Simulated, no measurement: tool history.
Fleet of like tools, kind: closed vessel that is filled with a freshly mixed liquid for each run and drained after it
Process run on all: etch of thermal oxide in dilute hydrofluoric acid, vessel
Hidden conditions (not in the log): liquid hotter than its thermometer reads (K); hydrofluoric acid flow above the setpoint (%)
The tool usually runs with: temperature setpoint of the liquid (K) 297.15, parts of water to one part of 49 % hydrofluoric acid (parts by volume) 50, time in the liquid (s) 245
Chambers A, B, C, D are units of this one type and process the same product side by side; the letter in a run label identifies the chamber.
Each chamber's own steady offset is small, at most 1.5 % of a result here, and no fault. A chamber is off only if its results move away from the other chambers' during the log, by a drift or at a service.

run	hour	temperature setpoint of the liquid (K)	parts of water to one part of 49 % hydrofluoric acid (parts by volume)	time in the liquid (s)	hours since the thermometer was replaced	hours since the hydrofluoric acid flow meter was replaced	read-back film thickness of the thermal oxide reference wafer, read on the same gauge (nm)	thickness taken off the thermal oxide on a monitor wafer (nm)
1C	5.6	297.15	50	245	1103.7	134.4	79.991	23.316
2A	14.1	297.15	50	245	869.6	647.4	80.039	23.395
3B	23.9	297.15	50	245	1368.6	147.1	80.003	23.617
4D	34.3	297.15	50	245	149.9	269.2	80.036	23.286
# hour 41.3: chamber B: thermometer replaced
5A	45.4	297.15	50	245	900.9	678.7	80.029	22.918
6B	57.2	297.15	50	150	15.9	180.4	79.98	14.394
7C	65.1	297.15	50	150	1163.2	193.9	80.015	14.117
8D	76	297.15	50	150	191.6	310.9	80.044	14.403
9A	84.1	297.15	50	150	939.6	717.4	80.001	14.136
10D	94.3	297.15	50	245	209.9	329.2	79.993	23.515
11B	103.8	301.15	50	375	62.5	227	80	41.764
12C	109.6	301.15	50	375	1207.7	238.4	80.011	42.019
13B	120.4	301.15	50	375	79.1	243.6	79.991	42.278
14A	131.7	301.15	50	375	987.2	765	79.997	41.55
15D	141.4	297.15	50	245	257	376.3	79.982	24.191
16C	147.7	297.15	50	245	1245.8	276.5	79.979	23.109
17A	156.6	297.15	50	245	1012.1	789.9	80.014	22.746
18B	169.2	297.15	50	245	127.9	292.4	79.934	23.558
19D	179.4	297.15	50	245	295	414.3	79.991	24.118
20C	184.9	297.15	50	245	1283	313.7	79.989	23.483
21C	193.5	297.15	50	245	1291.6	322.3	79.983	23.232
22A	202.9	297.15	50	245	1058.4	836.2	80.032	23.411
23D	213.9	297.15	50	245	329.5	448.8	79.975	24.892
24B	219.7	297.15	50	245	178.4	342.9	80.036	23.02
25B	228.2	297.15	50	245	186.9	351.4	79.982	23.477
26C	238	297.15	50	245	1336.1	366.8	79.961	23.155
27D	245.7	297.15	50	245	361.3	480.6	80.018	24.927
# hour 250.3: chamber A: thermometer replaced
28A	255.7	294.15	50	245	5.4	889	80.013	20.459
29C	262.7	294.15	50	245	1360.8	391.5	79.993	20.399
30D	271.8	294.15	50	245	387.4	506.7	79.971	22.307
31A	281.1	294.15	50	245	30.8	914.4	79.984	20.35
32B	287.2	297.15	50	245	245.9	410.4	79.985	23.398

Has any chamber moved away from the others, gradually or after a service, or does the common gauge drift, or do the chambers differ only by their own small steady offsets? State the chamber and the most likely cause if one applies.

Chamber D drifts away from the others.
Likeliest cause: hydrofluoric acid flow above the setpoint (%) = 7.75.
Not necessarily distinguishable in this log from: liquid hotter than its thermometer reads (K).

Which of the 4 candidates below, each the usual settings with something changed and its results left as question marks, puts chamber D back in line with what the other chambers give on the usual settings?
In line means no further than this from the other chambers' mean on the usual settings: thickness taken off the thermal oxide on a monitor wafer (nm) 0.73
33D-1	296.3	297.15	50	250				?
33D-2	296.3	297.15	50	240				?
33D-3	296.3	299.15	50	245				?
33D-4	296.3	297.15	50	225				?

Other chambers, usual settings, mean: thickness taken off the thermal oxide on a monitor wafer (nm) 23.297
run	thickness taken off the thermal oxide on a monitor wafer (nm)
33D-1	25.74
33D-2	24.71
33D-3	27.355
33D-4	23.166
It is 33D-4 that realigns the chamber with its peers.
